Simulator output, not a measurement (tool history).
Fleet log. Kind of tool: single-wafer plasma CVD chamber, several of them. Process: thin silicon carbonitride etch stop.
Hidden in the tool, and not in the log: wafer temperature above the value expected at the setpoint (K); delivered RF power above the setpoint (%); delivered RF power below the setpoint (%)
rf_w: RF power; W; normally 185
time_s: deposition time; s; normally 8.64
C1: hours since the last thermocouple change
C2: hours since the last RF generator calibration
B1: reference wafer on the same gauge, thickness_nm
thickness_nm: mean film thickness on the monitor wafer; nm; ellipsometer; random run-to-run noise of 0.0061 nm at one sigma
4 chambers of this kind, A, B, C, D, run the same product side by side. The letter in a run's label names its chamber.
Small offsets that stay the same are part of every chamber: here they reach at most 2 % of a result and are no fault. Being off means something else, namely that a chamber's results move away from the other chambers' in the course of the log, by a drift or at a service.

run 1A day=0.308 | rf_w=185 time_s=8.64 | C1=718 C2=925.3 | B1=4.681 | thickness_nm=4.7816
run 2C day=0.625 | rf_w=185 time_s=8.64 | C1=303.7 C2=570.1 | B1=4.6813 | thickness_nm=4.7978
run 3B day=0.983 | rf_w=185 time_s=8.64 | C1=1320.5 C2=332 | B1=4.682 | thickness_nm=4.7718
run 4D day=1.275 | rf_w=185 time_s=8.64 | C1=1247.8 C2=1086.9 | B1=4.6815 | thickness_nm=4.8844
run 5C day=1.617 | rf_w=185 time_s=8.64 | C1=327.5 C2=593.9 | B1=4.6816 | thickness_nm=4.8013
run 6B day=2.071 | rf_w=185 time_s=8.64 | C1=1346.6 C2=358.1 | B1=4.6814 | thickness_nm=4.7603
run 7A day=2.533 | rf_w=185 time_s=8.64 | C1=771.4 C2=978.7 | B1=4.6824 | thickness_nm=4.7925
run 8D day=2.838 | rf_w=185 time_s=8.64 | C1=1285.3 C2=1124.4 | B1=4.6839 | thickness_nm=4.8804
run 9C day=3.446 | rf_w=185 time_s=8.64 | C1=371.4 C2=637.8 | B1=4.6839 | thickness_nm=4.8055
run 10A day=4.012 | rf_w=185 time_s=8.64 | C1=806.9 C2=1014.2 | B1=4.687 | thickness_nm=4.7866
run 11D day=4.567 | rf_w=185 time_s=8.64 | C1=1326.8 C2=1165.9 | B1=4.6855 | thickness_nm=4.8779
run 12B day=4.921 | rf_w=185 time_s=8.64 | C1=1415 C2=426.5 | B1=4.6867 | thickness_nm=4.7664
run 13C day=5.562 | rf_w=185 time_s=8.64 | C1=422.2 C2=688.6 | B1=4.6887 | thickness_nm=4.8059
run 14B day=6.067 | rf_w=205 time_s=8.64 | C1=1442.5 C2=454 | B1=4.6888 | thickness_nm=4.9202
run 15D day=6.729 | rf_w=205 time_s=8.64 | C1=1378.7 C2=1217.8 | B1=4.688 | thickness_nm=5.0344
run 16A day=7.279 | rf_w=205 time_s=8.64 | C1=885.3 C2=1092.6 | B1=4.69 | thickness_nm=4.9488
run 17D day=7.821 | rf_w=205 time_s=8.64 | C1=1404.9 C2=1244 | B1=4.6908 | thickness_nm=5.0554
-- day=8.125 chamber D: RF generator calibrated
run 18C day=8.333 | rf_w=185 time_s=8.64 | C1=488.7 C2=755.1 | B1=4.6911 | thickness_nm=4.8153
run 19B day=8.833 | rf_w=200 time_s=7.07 | C1=1508.9 C2=520.4 | B1=4.6909 | thickness_nm=3.9889
run 20A day=9.462 | rf_w=200 time_s=7.07 | C1=937.7 C2=1145 | B1=4.692 | thickness_nm=4.0155
run 21D day=9.904 | rf_w=200 time_s=7.07 | C1=1454.9 C2=42.8 | B1=4.6911 | thickness_nm=4.1014
run 22C day=10.571 | rf_w=200 time_s=7.07 | C1=542.4 C2=808.8 | B1=4.6921 | thickness_nm=4.0327
run 23B day=10.962 | rf_w=185 time_s=7.36 | C1=1560 C2=571.5 | B1=4.6929 | thickness_nm=4.0689
run 24A day=11.492 | rf_w=185 time_s=7.36 | C1=986.4 C2=1193.7 | B1=4.6943 | thickness_nm=4.0802
run 25D day=11.888 | rf_w=185 time_s=7.36 | C1=1502.5 C2=90.4 | B1=4.6946 | thickness_nm=4.171
run 26C day=12.496 | rf_w=185 time_s=7.36 | C1=588.6 C2=855 | B1=4.6971 | thickness_nm=4.0997
run 27A day=12.996 | rf_w=185 time_s=8.64 | C1=1022.5 C2=1229.8 | B1=4.6967 | thickness_nm=4.7998
run 28B day=13.629 | rf_w=185 time_s=8.64 | C1=1624 C2=635.5 | B1=4.6967 | thickness_nm=4.7873
run 29B day=13.938 | rf_w=185 time_s=8.64 | C1=1631.4 C2=642.9 | B1=4.6985 | thickness_nm=4.7716
run 30A day=14.317 | rf_w=185 time_s=8.64 | C1=1054.2 C2=1261.5 | B1=4.6977 | thickness_nm=4.8046
run 31C day=14.712 | rf_w=185 time_s=8.64 | C1=641.8 C2=908.2 | B1=4.6983 | thickness_nm=4.8149
run 32D day=15.338 | rf_w=185 time_s=8.64 | C1=1585.3 C2=173.2 | B1=4.7014 | thickness_nm=4.9073
run 33C day=15.725 | rf_w=185 time_s=8.64 | C1=666.1 C2=932.5 | B1=4.6992 | thickness_nm=4.8156
run 34A day=16.312 | rf_w=185 time_s=8.64 | C1=1102.1 C2=1309.4 | B1=4.7009 | thickness_nm=4.8024
run 35D day=16.983 | rf_w=185 time_s=9.95 | C1=1624.8 C2=212.7 | B1=4.7022 | thickness_nm=5.6471
run 36B day=17.279 | rf_w=185 time_s=9.95 | C1=1711.6 C2=723.1 | B1=4.7023 | thickness_nm=5.5133
run 37A day=17.683 | rf_w=185 time_s=9.95 | C1=1135 C2=1342.3 | B1=4.7021 | thickness_nm=5.537
run 38B day=18.304 | rf_w=185 time_s=9.95 | C1=1736.2 C2=747.7 | B1=4.7033 | thickness_nm=5.5148

Is one chamber off against the others, does the gauge drift, or is nothing wrong? If a chamber is off, say which, and what the likeliest cause is.

None of the chambers is off. What moves is the gauge, dragging all their readings along together.
What lies behind it: gauge reads high (%) = 0.519.
